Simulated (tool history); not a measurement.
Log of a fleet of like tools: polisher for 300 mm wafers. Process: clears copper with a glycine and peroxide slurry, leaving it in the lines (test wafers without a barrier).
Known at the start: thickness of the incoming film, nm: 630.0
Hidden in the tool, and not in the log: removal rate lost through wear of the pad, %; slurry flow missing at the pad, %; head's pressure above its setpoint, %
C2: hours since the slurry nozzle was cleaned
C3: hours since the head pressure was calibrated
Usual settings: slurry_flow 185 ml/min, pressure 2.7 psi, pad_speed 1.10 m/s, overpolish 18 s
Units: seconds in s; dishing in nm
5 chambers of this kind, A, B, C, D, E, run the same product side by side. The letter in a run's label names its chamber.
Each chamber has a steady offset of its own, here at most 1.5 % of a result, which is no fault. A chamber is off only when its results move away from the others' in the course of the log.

{"run": "1C", "hour": 13.1, "slurry_flow": 185, "pressure": 2.7, "pad_speed": 1.1, "overpolish": 18, "wafers polished on this pad": 387, "C2": 210.9, "C3": 628.7, "seconds": 108.22, "dishing": 67.941}
{"run": "2D", "hour": 22.4, "slurry_flow": 185, "pressure": 2.7, "pad_speed": 1.1, "overpolish": 18, "wafers polished on this pad": 259, "C2": 170.1, "C3": 1176.7, "seconds": 104.68, "dishing": 68.346}
{"run": "3B", "hour": 34.2, "slurry_flow": 185, "pressure": 2.7, "pad_speed": 1.1, "overpolish": 18, "wafers polished on this pad": 786, "C2": 110.4, "C3": 948.3, "seconds": 106.22, "dishing": 69.297}
{"run": "4A", "hour": 46.6, "slurry_flow": 185, "pressure": 2.7, "pad_speed": 1.1, "overpolish": 18, "wafers polished on this pad": 480, "C2": 353.0, "C3": 294.8, "seconds": 106.54, "dishing": 68.72}
{"run": "5E", "hour": 55.8, "slurry_flow": 185, "pressure": 2.7, "pad_speed": 1.1, "overpolish": 18, "wafers polished on this pad": 1254, "C2": 109.6, "C3": 469.8, "seconds": 106.45, "dishing": 66.401}
{"hour": 63.7, "done": "chamber C: worn pad replaced by a new one"}
{"hour": 65.0, "done": "chamber D: worn pad replaced by a new one"}
{"run": "6D", "hour": 68.0, "slurry_flow": 185, "pressure": 2.7, "pad_speed": 1.1, "overpolish": 18, "wafers polished on this pad": 16, "C2": 215.7, "C3": 1222.3, "seconds": 106.85, "dishing": 67.859}
{"run": "7C", "hour": 75.2, "slurry_flow": 185, "pressure": 2.7, "pad_speed": 1.1, "overpolish": 18, "wafers polished on this pad": 61, "C2": 273.0, "C3": 690.8, "seconds": 107.92, "dishing": 68.559}
{"hour": 80.6, "done": "chamber A: worn pad replaced by a new one"}
{"run": "8B", "hour": 88.0, "slurry_flow": 185, "pressure": 2.7, "pad_speed": 1.1, "overpolish": 18, "wafers polished on this pad": 1075, "C2": 164.2, "C3": 1002.1, "seconds": 107.02, "dishing": 66.971}
{"run": "9A", "hour": 97.3, "slurry_flow": 185, "pressure": 2.7, "pad_speed": 1.1, "overpolish": 18, "wafers polished on this pad": 89, "C2": 403.7, "C3": 345.5, "seconds": 108.35, "dishing": 70.282}
{"hour": 102.4, "done": "chamber E: worn pad replaced by a new one"}
{"run": "10E", "hour": 103.8, "slurry_flow": 185, "pressure": 2.7, "pad_speed": 1.1, "overpolish": 18, "wafers polished on this pad": 7, "C2": 157.6, "C3": 517.8, "seconds": 108.67, "dishing": 70.58}
{"run": "11C", "hour": 115.7, "slurry_flow": 185, "pressure": 2.7, "pad_speed": 1.1, "overpolish": 18, "wafers polished on this pad": 279, "C2": 313.5, "C3": 731.3, "seconds": 107.35, "dishing": 67.9}
{"hour": 118.0, "done": "chamber A: head pressure recalibrated"}
{"run": "12E", "hour": 124.7, "slurry_flow": 185, "pressure": 2.7, "pad_speed": 1.1, "overpolish": 18, "wafers polished on this pad": 120, "C2": 178.5, "C3": 538.7, "seconds": 109.23, "dishing": 69.081}
{"run": "13D", "hour": 133.4, "slurry_flow": 185, "pressure": 2.7, "pad_speed": 1.1, "overpolish": 18, "wafers polished on this pad": 366, "C2": 281.1, "C3": 1287.7, "seconds": 106.82, "dishing": 67.714}
{"run": "14B", "hour": 145.9, "slurry_flow": 185, "pressure": 2.7, "pad_speed": 1.1, "overpolish": 18, "wafers polished on this pad": 1385, "C2": 222.1, "C3": 1060.0, "seconds": 106.3, "dishing": 69.772}
{"hour": 151.6, "done": "chamber D: worn pad replaced by a new one"}
{"run": "15A", "hour": 153.9, "slurry_flow": 185, "pressure": 2.7, "pad_speed": 1.1, "overpolish": 18, "wafers polished on this pad": 392, "C2": 460.3, "C3": 35.9, "seconds": 101.09, "dishing": 70.895}
{"run": "16B", "hour": 161.8, "slurry_flow": 185, "pressure": 2.0, "pad_speed": 1.1, "overpolish": 9, "wafers polished on this pad": 1471, "C2": 238.0, "C3": 1075.9, "seconds": 134.87, "dishing": 29.994}
{"hour": 167.3, "done": "chamber B: worn pad replaced by a new one"}
{"hour": 171.3, "done": "chamber C: worn pad replaced by a new one"}
{"run": "17A", "hour": 175.3, "slurry_flow": 185, "pressure": 2.0, "pad_speed": 1.1, "overpolish": 9, "wafers polished on this pad": 507, "C2": 481.7, "C3": 57.3, "seconds": 129.17, "dishing": 31.954}
{"hour": 186.4, "done": "chamber A: worn pad replaced by a new one"}
{"run": "18D", "hour": 188.6, "slurry_flow": 185, "pressure": 2.0, "pad_speed": 1.1, "overpolish": 9, "wafers polished on this pad": 198, "C2": 336.3, "C3": 1342.9, "seconds": 137.87, "dishing": 30.255}
{"run": "19C", "hour": 202.2, "slurry_flow": 185, "pressure": 2.0, "pad_speed": 1.1, "overpolish": 9, "wafers polished on this pad": 165, "C2": 400.0, "C3": 817.8, "seconds": 137.22, "dishing": 29.916}
{"run": "20E", "hour": 215.7, "slurry_flow": 185, "pressure": 2.0, "pad_speed": 1.1, "overpolish": 9, "wafers polished on this pad": 607, "C2": 269.5, "C3": 629.7, "seconds": 138.68, "dishing": 30.256}
{"hour": 222.0, "done": "chamber D: head pressure recalibrated"}
{"run": "21C", "hour": 229.3, "slurry_flow": 185, "pressure": 2.7, "pad_speed": 1.1, "overpolish": 18, "wafers polished on this pad": 310, "C2": 427.1, "C3": 844.9, "seconds": 109.96, "dishing": 68.32}
{"hour": 234.6, "done": "chamber E: slurry nozzle cleaned"}
{"run": "22A", "hour": 237.7, "slurry_flow": 185, "pressure": 2.7, "pad_speed": 1.1, "overpolish": 18, "wafers polished on this pad": 275, "C2": 544.1, "C3": 119.7, "seconds": 103.1, "dishing": 72.452}
{"hour": 239.5, "done": "chamber D: worn pad replaced by a new one"}
{"run": "23D", "hour": 248.0, "slurry_flow": 185, "pressure": 2.7, "pad_speed": 1.1, "overpolish": 18, "wafers polished on this pad": 45, "C2": 395.7, "C3": 26.1, "seconds": 105.76, "dishing": 67.373}
{"run": "24E", "hour": 257.0, "slurry_flow": 185, "pressure": 2.7, "pad_speed": 1.1, "overpolish": 28, "wafers polished on this pad": 829, "C2": 22.5, "C3": 671.0, "seconds": 108.31, "dishing": 95.853}
{"run": "25B", "hour": 265.0, "slurry_flow": 185, "pressure": 2.7, "pad_speed": 1.1, "overpolish": 28, "wafers polished on this pad": 524, "C2": 341.2, "C3": 1179.1, "seconds": 108.84, "dishing": 95.863}
{"run": "26C", "hour": 274.5, "slurry_flow": 185, "pressure": 2.7, "pad_speed": 1.1, "overpolish": 28, "wafers polished on this pad": 553, "C2": 472.3, "C3": 890.1, "seconds": 109.89, "dishing": 93.384}
{"run": "27D", "hour": 284.4, "slurry_flow": 185, "pressure": 2.7, "pad_speed": 1.1, "overpolish": 28, "wafers polished on this pad": 240, "C2": 432.1, "C3": 62.5, "seconds": 109.2, "dishing": 97.961}
{"hour": 290.5, "done": "chamber C: worn pad replaced by a new one"}
{"run": "28B", "hour": 295.8, "slurry_flow": 185, "pressure": 2.7, "pad_speed": 1.1, "overpolish": 28, "wafers polished on this pad": 689, "C2": 372.0, "C3": 1209.9, "seconds": 108.24, "dishing": 95.13}
{"hour": 302.0, "done": "chamber A: worn pad replaced by a new one"}
{"run": "29E", "hour": 306.9, "slurry_flow": 185, "pressure": 2.7, "pad_speed": 1.1, "overpolish": 18, "wafers polished on this pad": 1096, "C2": 72.4, "C3": 720.9, "seconds": 108.65, "dishing": 69.744}
{"run": "30A", "hour": 313.2, "slurry_flow": 185, "pressure": 2.7, "pad_speed": 1.1, "overpolish": 18, "wafers polished on this pad": 60, "C2": 619.6, "C3": 195.2, "seconds": 101.77, "dishing": 71.836}
{"run": "31B", "hour": 324.7, "slurry_flow": 185, "pressure": 2.7, "pad_speed": 1.1, "overpolish": 18, "wafers polished on this pad": 844, "C2": 400.9, "C3": 1238.8, "seconds": 107.09, "dishing": 71.406}
{"run": "32C", "hour": 332.6, "slurry_flow": 185, "pressure": 2.7, "pad_speed": 1.26, "overpolish": 18, "wafers polished on this pad": 226, "C2": 530.4, "C3": 948.2, "seconds": 97.112, "dishing": 73.017}

All 5 chambers run these settings next. Forecast each chamber's results:
{"run": "33A", "hour": 342.9, "slurry_flow": 185, "pressure": 2.7, "pad_speed": 1.1, "overpolish": 18, "seconds": "?", "dishing": "?"}
{"run": "33B", "hour": 342.9, "slurry_flow": 185, "pressure": 2.7, "pad_speed": 1.1, "overpolish": 18, "seconds": "?", "dishing": "?"}
{"run": "33C", "hour": 342.9, "slurry_flow": 185, "pressure": 2.7, "pad_speed": 1.1, "overpolish": 18, "seconds": "?", "dishing": "?"}
{"run": "33D", "hour": 342.9, "slurry_flow": 185, "pressure": 2.7, "pad_speed": 1.1, "overpolish": 18, "seconds": "?", "dishing": "?"}
{"run": "33E", "hour": 342.9, "slurry_flow": 185, "pressure": 2.7, "pad_speed": 1.1, "overpolish": 18, "seconds": "?", "dishing": "?"}

run=33A seconds=102.330 dishing=71.726
run=33B seconds=106.350 dishing=69.695
run=33C seconds=108.350 dishing=69.806
run=33D seconds=107.680 dishing=70.096
run=33E seconds=108.080 dishing=68.419
